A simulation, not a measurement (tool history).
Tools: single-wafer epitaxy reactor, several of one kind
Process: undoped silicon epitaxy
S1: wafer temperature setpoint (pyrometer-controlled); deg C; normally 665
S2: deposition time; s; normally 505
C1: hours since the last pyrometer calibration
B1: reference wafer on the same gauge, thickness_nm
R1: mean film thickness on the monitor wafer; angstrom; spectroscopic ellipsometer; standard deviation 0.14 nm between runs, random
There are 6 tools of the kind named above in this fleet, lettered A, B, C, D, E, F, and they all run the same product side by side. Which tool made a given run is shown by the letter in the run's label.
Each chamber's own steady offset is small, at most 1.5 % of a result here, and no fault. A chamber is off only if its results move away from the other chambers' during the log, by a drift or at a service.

run	hour	S1	S2	C1	B1	R1
1B	7.3	665	505	1821.7	99.042	1185.3
2C	13.7	665	505	818.6	99.044	1177.8
3D	20.5	665	505	566.2	99.041	1164.8
4A	26.9	665	505	1075.9	99.062	1181.4
5E	31	659	505	74.2	99.061	1025
6F	37	659	505	1356.8	99.078	1031.7
7A	45.4	659	505	1094.4	99.079	1037.2
8D	53.3	659	505	599	99.088	1026.5
9B	61.2	659	505	1875.6	99.135	1047.6
# hour 67.1: chamber B: pyrometer calibrated
10E	69.7	659	505	112.9	99.167	1025.7
11F	74	665	505	1393.8	99.137	1171.3
12C	79.8	665	422	884.7	99.142	987.4
13D	84.6	665	422	630.3	99.179	975.5
14F	92.9	665	422	1412.7	99.197	982.33
15C	101.5	665	422	906.4	99.217	984.2
16A	108.5	665	422	1157.5	99.19	987.21
17E	114.3	665	422	157.5	99.211	976.51
18B	119	665	505	52	99.222	1188.7
19E	125.8	665	505	169	99.238	1166.2
20A	130.9	665	505	1179.9	99.236	1182.2
21F	137	665	505	1456.8	99.273	1173.4
22D	145.4	665	505	691.1	99.271	1168.5
23C	153.8	665	505	958.7	99.287	1182.3
24B	158.7	665	505	91.7	99.276	1189.2
25E	162.9	665	505	206.1	99.294	1167.6
26F	171.1	665	538	1490.9	99.314	1251.8
27A	175.4	665	538	1224.4	99.311	1258.6
28B	182.8	665	538	115.8	99.304	1266
29D	187.8	665	538	733.5	99.353	1245.2
30C	191.8	665	538	996.7	99.356	1259.7
31C	196	665	538	1000.9	99.329	1260
32F	201.9	665	505	1521.7	99.361	1176.6
33D	208.1	665	505	753.8	99.364	1170.7
34A	212.5	665	505	1261.5	99.419	1183.4
35E	217.8	665	505	261	99.386	1171.7
36B	224.3	665	505	157.3	99.376	1189
37D	230.2	665	505	775.9	99.392	1169.2
38B	237.4	665	505	170.4	99.426	1191.3
39C	244.1	665	505	1049	99.447	1184.1
40F	252	665	505	1571.8	99.454	1172.8
41A	258.1	665	505	1307.1	99.45	1183.9
42E	262.3	665	505	305.5	99.467	1168.5
43D	268.3	665	505	814	99.497	1168.8

Each of the 6 chambers runs these same settings next. Fill in every chamber's results:
44A	274.5	665	437			?
44B	274.5	665	437			?
44C	274.5	665	437			?
44D	274.5	665	437			?
44E	274.5	665	437			?
44F	274.5	665	437			?

run	R1
44A	1023.9
44B	1028.2
44C	1023.5
44D	1013.7
44E	1011.1
44F	1019.3
